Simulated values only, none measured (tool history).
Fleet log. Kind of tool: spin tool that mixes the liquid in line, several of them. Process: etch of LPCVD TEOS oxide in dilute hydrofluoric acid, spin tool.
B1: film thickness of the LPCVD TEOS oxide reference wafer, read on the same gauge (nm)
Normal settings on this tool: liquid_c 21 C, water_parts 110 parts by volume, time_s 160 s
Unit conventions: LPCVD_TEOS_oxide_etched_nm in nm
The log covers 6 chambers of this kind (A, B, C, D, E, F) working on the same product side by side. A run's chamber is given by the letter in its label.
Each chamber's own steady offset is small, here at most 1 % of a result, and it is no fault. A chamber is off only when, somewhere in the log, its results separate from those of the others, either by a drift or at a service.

Run 1B, hour 8: usual settings; B1 49.997. Result: LPCVD_TEOS_oxide_etched_nm 55.597 nm.
Run 2E, hour 19.7: usual settings; B1 49.992. Result: LPCVD_TEOS_oxide_etched_nm 56.405 nm.
Run 3D, hour 28.9: usual settings; B1 49.997. Result: LPCVD_TEOS_oxide_etched_nm 56.197 nm.
Run 4C, hour 36.1: usual settings; B1 50.006. Result: LPCVD_TEOS_oxide_etched_nm 56.082 nm.
Run 5A, hour 45.1: usual settings; B1 50.006. Result: LPCVD_TEOS_oxide_etched_nm 55.184 nm.
Run 6F, hour 54.8: usual settings; B1 50.007. Result: LPCVD_TEOS_oxide_etched_nm 56.681 nm.
Run 7D, hour 67: usual settings; B1 49.997. Result: LPCVD_TEOS_oxide_etched_nm 56.327 nm.
Run 8E, hour 79: usual settings; B1 50.022. Result: LPCVD_TEOS_oxide_etched_nm 55.757 nm.
Run 9B, hour 89.1: usual settings; B1 50.009. Result: LPCVD_TEOS_oxide_etched_nm 55.708 nm.
Run 10A, hour 98.6: usual settings; B1 50. Result: LPCVD_TEOS_oxide_etched_nm 55.83 nm.
Run 11C, hour 107.9: usual settings; B1 50.005. Result: LPCVD_TEOS_oxide_etched_nm 55.95 nm.
Run 12F, hour 118.3: usual settings; B1 49.995. Result: LPCVD_TEOS_oxide_etched_nm 56.447 nm.
Run 13B, hour 126.3: usual settings; B1 49.999. Result: LPCVD_TEOS_oxide_etched_nm 56.641 nm.
Run 14E, hour 135.2: usual settings; B1 49.996. Result: LPCVD_TEOS_oxide_etched_nm 55.417 nm.
Run 15F, hour 147.1: usual settings; B1 49.998. Result: LPCVD_TEOS_oxide_etched_nm 56.552 nm.
Run 16C, hour 158.1: usual settings; B1 50.014. Result: LPCVD_TEOS_oxide_etched_nm 56.454 nm.
Run 17A, hour 165.2: usual settings; B1 49.987. Result: LPCVD_TEOS_oxide_etched_nm 55.374 nm.
Run 18D, hour 173.9: usual settings; B1 49.974. Result: LPCVD_TEOS_oxide_etched_nm 55.89 nm.
Run 19E, hour 182: usual settings; B1 50.011. Result: LPCVD_TEOS_oxide_etched_nm 55.329 nm.
Run 20D, hour 189.5: usual settings but liquid_c 24.5 C; B1 49.985. Result: LPCVD_TEOS_oxide_etched_nm 64.043 nm.
Run 21B, hour 195.4: usual settings but liquid_c 24.5 C; B1 50.007. Result: LPCVD_TEOS_oxide_etched_nm 64.616 nm.
Run 22C, hour 204.9: usual settings but liquid_c 24.5 C; B1 49.997. Result: LPCVD_TEOS_oxide_etched_nm 64.472 nm.
Run 23F, hour 216: usual settings but liquid_c 24.5 C; B1 50.012. Result: LPCVD_TEOS_oxide_etched_nm 64.213 nm.
At hour 216.2: chamber E: thermometer replaced.
Run 24A, hour 224.1: usual settings but liquid_c 24.5 C; B1 49.996. Result: LPCVD_TEOS_oxide_etched_nm 63.937 nm.
Run 25E, hour 236.2: usual settings but liquid_c 24.5 C; B1 50.003. Result: LPCVD_TEOS_oxide_etched_nm 62.8 nm.
Run 26A, hour 245: usual settings but time_s 200 s; B1 49.979. Result: LPCVD_TEOS_oxide_etched_nm 68.463 nm.
Run 27C, hour 256.9: usual settings but time_s 200 s; B1 50.008. Result: LPCVD_TEOS_oxide_etched_nm 70.129 nm.
At hour 258.6: chamber A: hydrofluoric acid flow meter replaced.
Run 28B, hour 263.7: usual settings but time_s 200 s; B1 50.005. Result: LPCVD_TEOS_oxide_etched_nm 69.767 nm.
Run 29D, hour 276.4: usual settings but time_s 200 s; B1 49.984. Result: LPCVD_TEOS_oxide_etched_nm 70.697 nm.
Run 30F, hour 286.9: usual settings but time_s 200 s; B1 49.998. Result: LPCVD_TEOS_oxide_etched_nm 69.04 nm.
Run 31B, hour 295.3: usual settings but time_s 200 s; B1 50.008. Result: LPCVD_TEOS_oxide_etched_nm 70.348 nm.
Run 32A, hour 302.8: usual settings; B1 50.004. Result: LPCVD_TEOS_oxide_etched_nm 56.141 nm.
Run 33E, hour 315.2: usual settings; B1 50.007. Result: LPCVD_TEOS_oxide_etched_nm 53.657 nm.
Run 34D, hour 328: usual settings; B1 49.971. Result: LPCVD_TEOS_oxide_etched_nm 55.71 nm.
Run 35C, hour 337.2: usual settings; B1 50.005. Result: LPCVD_TEOS_oxide_etched_nm 55.742 nm.
Run 36F, hour 346.8: usual settings; B1 49.989. Result: LPCVD_TEOS_oxide_etched_nm 55.652 nm.
Run 37D, hour 357.3: usual settings; B1 50.008. Result: LPCVD_TEOS_oxide_etched_nm 56.155 nm.
Run 38C, hour 369.8: usual settings but water_parts 90 parts by volume; B1 50.022. Result: LPCVD_TEOS_oxide_etched_nm 70.634 nm.
Run 39B, hour 380.3: usual settings but water_parts 90 parts by volume; B1 49.999. Result: LPCVD_TEOS_oxide_etched_nm 70.477 nm.
Run 40A, hour 391.1: usual settings but water_parts 90 parts by volume; B1 50.011. Result: LPCVD_TEOS_oxide_etched_nm 69.769 nm.
Run 41E, hour 403.5: usual settings but water_parts 90 parts by volume; B1 49.992. Result: LPCVD_TEOS_oxide_etched_nm 67.619 nm.
Run 42F, hour 411.8: usual settings but water_parts 90 parts by volume; B1 50.002. Result: LPCVD_TEOS_oxide_etched_nm 72.129 nm.
Run 43B, hour 420.1: usual settings but water_parts 90 parts by volume; B1 49.979. Result: LPCVD_TEOS_oxide_etched_nm 69.487 nm.

Next, every chamber runs the same settings. What will each give?
Run 44A, hour 429.3: usual settings. Result: LPCVD_TEOS_oxide_etched_nm ?.
Run 44B, hour 429.3: usual settings. Result: LPCVD_TEOS_oxide_etched_nm ?.
Run 44C, hour 429.3: usual settings. Result: LPCVD_TEOS_oxide_etched_nm ?.
Run 44D, hour 429.3: usual settings. Result: LPCVD_TEOS_oxide_etched_nm ?.
Run 44E, hour 429.3: usual settings. Result: LPCVD_TEOS_oxide_etched_nm ?.
Run 44F, hour 429.3: usual settings. Result: LPCVD_TEOS_oxide_etched_nm ?.

run  LPCVD_TEOS_oxide_etched_nm
44A                      55.593
44B                      55.829
44C                      55.612
44D                       56.78
44E                      53.413
44F                      55.841
